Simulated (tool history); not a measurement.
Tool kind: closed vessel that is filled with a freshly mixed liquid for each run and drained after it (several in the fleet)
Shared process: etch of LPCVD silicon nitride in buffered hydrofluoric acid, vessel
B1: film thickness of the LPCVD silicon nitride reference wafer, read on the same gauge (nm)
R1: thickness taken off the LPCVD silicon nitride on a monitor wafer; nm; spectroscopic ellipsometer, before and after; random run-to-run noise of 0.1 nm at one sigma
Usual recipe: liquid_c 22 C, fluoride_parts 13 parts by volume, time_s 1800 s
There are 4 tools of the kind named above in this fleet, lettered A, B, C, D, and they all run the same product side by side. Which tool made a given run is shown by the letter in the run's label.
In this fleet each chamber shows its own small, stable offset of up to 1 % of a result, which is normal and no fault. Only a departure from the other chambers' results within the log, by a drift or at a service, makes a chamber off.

run 1B hour=3.5 | liquid_c=22 fluoride_parts=13 time_s=1800 | B1=119.99 | R1=16.34
run 2C hour=9.2 | liquid_c=22 fluoride_parts=13 time_s=1800 | B1=120.01 | R1=16.168
run 3D hour=15.4 | liquid_c=22 fluoride_parts=13 time_s=1800 | B1=120.04 | R1=16.025
run 4A hour=19.2 | liquid_c=22 fluoride_parts=13 time_s=1800 | B1=119.98 | R1=16.145
run 5D hour=26.7 | liquid_c=22 fluoride_parts=13 time_s=1800 | B1=119.98 | R1=16.071
run 6C hour=31.4 | liquid_c=22 fluoride_parts=13 time_s=2210 | B1=120 | R1=19.659
run 7A hour=38.1 | liquid_c=22 fluoride_parts=13 time_s=2210 | B1=119.98 | R1=19.644
run 8B hour=42.1 | liquid_c=22 fluoride_parts=13 time_s=2210 | B1=120.01 | R1=19.781
run 9D hour=49 | liquid_c=22 fluoride_parts=13 time_s=2210 | B1=120 | R1=19.756
run 10A hour=52.5 | liquid_c=22 fluoride_parts=13 time_s=1800 | B1=119.97 | R1=16.031
run 11B hour=57.6 | liquid_c=22 fluoride_parts=13 time_s=1800 | B1=120.01 | R1=16.377
-- hour=60.1 chamber A: hydrofluoric acid flow meter replaced
run 12C hour=64.8 | liquid_c=22 fluoride_parts=13 time_s=1800 | B1=120.05 | R1=16.25
run 13C hour=68.6 | liquid_c=22 fluoride_parts=9.5 time_s=1800 | B1=119.99 | R1=21.504
run 14D hour=72.6 | liquid_c=22 fluoride_parts=9.5 time_s=1800 | B1=120.01 | R1=21.777
run 15A hour=76.4 | liquid_c=22 fluoride_parts=9.5 time_s=1800 | B1=120.02 | R1=21.588
run 16B hour=83.3 | liquid_c=22 fluoride_parts=9.5 time_s=1800 | B1=119.97 | R1=21.679
run 17B hour=88.3 | liquid_c=22 fluoride_parts=13 time_s=1800 | B1=120.01 | R1=15.967
run 18D hour=92.2 | liquid_c=22 fluoride_parts=13 time_s=1800 | B1=120 | R1=16.708
run 19A hour=98.7 | liquid_c=22 fluoride_parts=13 time_s=1800 | B1=120.04 | R1=16.097
-- hour=99.4 chamber A: thermometer replaced
run 20C hour=103.2 | liquid_c=22 fluoride_parts=11 time_s=2630 | B1=120 | R1=27.596
run 21B hour=110.2 | liquid_c=22 fluoride_parts=11 time_s=2630 | B1=120.01 | R1=27.616
run 22A hour=115.6 | liquid_c=22 fluoride_parts=11 time_s=2630 | B1=119.99 | R1=27.785
run 23C hour=119.7 | liquid_c=22 fluoride_parts=11 time_s=2630 | B1=119.96 | R1=27.654
run 24D hour=127 | liquid_c=22 fluoride_parts=13 time_s=1800 | B1=120.01 | R1=17.004
run 25B hour=134.2 | liquid_c=22 fluoride_parts=13 time_s=1800 | B1=120 | R1=16.048
run 26A hour=138.7 | liquid_c=22 fluoride_parts=13 time_s=1800 | B1=120.01 | R1=16.094
run 27C hour=142.8 | liquid_c=22 fluoride_parts=13 time_s=1800 | B1=120 | R1=16.028
run 28D hour=146.6 | liquid_c=22 fluoride_parts=13 time_s=1800 | B1=119.97 | R1=17.294
run 29D hour=153.1 | liquid_c=22 fluoride_parts=13 time_s=1800 | B1=120 | R1=17.445

One chamber off, gauge drift, or nothing amiss beyond the chambers' own small offsets? If it is a chamber, which one, and what is the likeliest cause?

Chamber D drifts away from the others.
Likeliest cause: liquid hotter than its thermometer reads (K) = 1.35.
It could be hard to tell apart here from: hydrofluoric acid flow above the setpoint (%).

Below are 4 candidate recipes for chamber D's next run, each the usual settings with a change, their results shown as question marks. Which of them brings D's results back in line with what the other chambers give on the usual settings?
In line here means within this much of the mean the other chambers give on the usual settings: R1 0.35 nm
run 30D-1 hour=158.6 | liquid_c=22 fluoride_parts=13 time_s=1830 | R1=?
run 30D-2 hour=158.6 | liquid_c=22 fluoride_parts=12 time_s=1800 | R1=?
run 30D-3 hour=158.6 | liquid_c=22 fluoride_parts=13 time_s=1770 | R1=?
run 30D-4 hour=158.6 | liquid_c=21.5 fluoride_parts=13.5 time_s=1800 | R1=?

On the usual settings, the other chambers give on average: R1 16.15 nm
run=30D-1 R1=17.69
run=30D-2 R1=18.803
run=30D-3 R1=17.11
run=30D-4 R1=16.32
It is 30D-4 that realigns the chamber with its peers.

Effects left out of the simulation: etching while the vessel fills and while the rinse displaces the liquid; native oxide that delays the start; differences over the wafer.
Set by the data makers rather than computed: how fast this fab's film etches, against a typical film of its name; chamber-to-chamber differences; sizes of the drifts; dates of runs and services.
